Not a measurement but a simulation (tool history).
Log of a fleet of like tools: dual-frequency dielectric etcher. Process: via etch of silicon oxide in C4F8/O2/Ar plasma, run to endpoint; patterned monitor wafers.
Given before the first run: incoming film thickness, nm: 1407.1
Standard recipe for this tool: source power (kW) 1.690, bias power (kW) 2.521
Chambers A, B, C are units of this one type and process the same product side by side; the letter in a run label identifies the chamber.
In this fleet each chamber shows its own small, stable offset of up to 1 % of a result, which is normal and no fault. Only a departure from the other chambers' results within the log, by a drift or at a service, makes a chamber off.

| run | hour | source power (kW) | bias power (kW) | hours since the last wet clean | hours since the last source power generator calibration | hours since the last bias power generator calibration | endpoint time (s) |
|---|---|---|---|---|---|---|---|
| 1A | 6.3 | 1.690 | 2.521 | 416.8 | 1840.0 | 3823.1 | 276.48 |
| 2C | 12.2 | 1.690 | 2.521 | 458.2 | 1962.5 | 900.4 | 278.78 |
| 3B | 18.1 | 1.690 | 2.521 | 98.8 | 1894.1 | 1463.7 | 277.41 |
| 4A | 21.4 | 1.690 | 2.521 | 431.9 | 1855.1 | 3838.2 | 276.60 |
| 5B | 25.4 | 1.690 | 2.521 | 106.1 | 1901.4 | 1471.0 | 279.12 |
|  | 29.4 | chamber A: wet clean of the chamber |
| 6C | 29.6 | 1.690 | 2.521 | 475.6 | 1979.9 | 917.8 | 277.14 |
| 7A | 34.3 | 1.690 | 2.521 | 5.0 | 1868.0 | 3851.1 | 278.39 |
| 8C | 39.6 | 1.690 | 2.521 | 485.6 | 1989.9 | 927.8 | 278.81 |
| 9B | 45.8 | 1.690 | 2.521 | 126.5 | 1921.8 | 1491.4 | 279.18 |
| 10C | 50.3 | 1.690 | 2.521 | 496.3 | 2000.6 | 938.5 | 278.87 |
| 11B | 54.6 | 1.690 | 2.521 | 135.3 | 1930.6 | 1500.2 | 279.15 |
| 12A | 57.5 | 1.690 | 2.997 | 28.2 | 1891.2 | 3874.3 | 262.52 |
|  | 62.6 | chamber C: wet clean of the chamber |
| 13B | 63.2 | 1.690 | 2.997 | 143.9 | 1939.2 | 1508.8 | 264.48 |
| 14C | 69.7 | 1.690 | 2.997 | 7.1 | 2020.0 | 957.9 | 271.89 |
| 15A | 72.7 | 1.690 | 2.521 | 43.4 | 1906.4 | 3889.5 | 278.25 |
| 16C | 77.6 | 1.890 | 2.102 | 15.0 | 2027.9 | 965.8 | 289.42 |
| 17A | 81.5 | 1.890 | 2.102 | 52.2 | 1915.2 | 3898.3 | 279.95 |
| 18B | 84.3 | 1.890 | 2.102 | 165.0 | 1960.3 | 1529.9 | 280.17 |
| 19A | 88.2 | 1.690 | 2.521 | 58.9 | 1921.9 | 3905.0 | 276.64 |
| 20C | 93.3 | 1.690 | 2.521 | 30.7 | 2043.6 | 981.5 | 286.25 |
| 21B | 99.4 | 1.690 | 2.521 | 180.1 | 1975.4 | 1545.0 | 278.23 |
| 22C | 105.2 | 1.690 | 2.521 | 42.6 | 2055.5 | 993.4 | 285.52 |
| 23A | 110.9 | 1.690 | 2.521 | 81.6 | 1944.6 | 3927.7 | 277.61 |
| 24B | 114.7 | 1.690 | 2.521 | 195.4 | 1990.7 | 1560.3 | 278.86 |
| 25C | 118.8 | 1.690 | 2.521 | 56.2 | 2069.1 | 1007.0 | 286.00 |
| 26A | 122.0 | 1.690 | 2.521 | 92.7 | 1955.7 | 3938.8 | 276.87 |
| 27B | 127.9 | 1.690 | 2.521 | 208.6 | 2003.9 | 1573.5 | 277.94 |
| 28A | 133.4 | 1.690 | 2.521 | 104.1 | 1967.1 | 3950.2 | 275.22 |

Decide between three cases: one chamber stands off from its peers, the gauge reading all wafers drifts, or nothing is wrong past each chamber's small offset. Where a chamber is off, say which and what most likely put it there.

A service left chamber C off against the others.
What lies behind it: etch rate under this chamber's usual, % = 2.53.

Chamber C could run next with any of the 4 candidate recipes listed below; each alters the usual settings, and their results appear as question marks. Which one brings its results back in line with what the other chambers deliver on the usual settings?
To be in line, a result may differ from the other chambers' mean on the usual settings by at most: endpoint time (s) 3.10
| 29C-1 | 138.1 | 1.820 | 2.521 |  |  |  | ? |
| 29C-2 | 138.1 | 1.830 | 2.676 |  |  |  | ? |
| 29C-3 | 138.1 | 1.480 | 2.521 |  |  |  | ? |
| 29C-4 | 138.1 | 1.610 | 2.428 |  |  |  | ? |

On the usual settings, the other chambers give on average: endpoint time (s) 277.66
| run | endpoint time (s) |
|---|---|
| 29C-1 | 277.42 |
| 29C-2 | 271.91 |
| 29C-3 | 300.95 |
| 29C-4 | 294.44 |
The right change is 29C-1: it brings the chamber back within the allowed miss of the others.
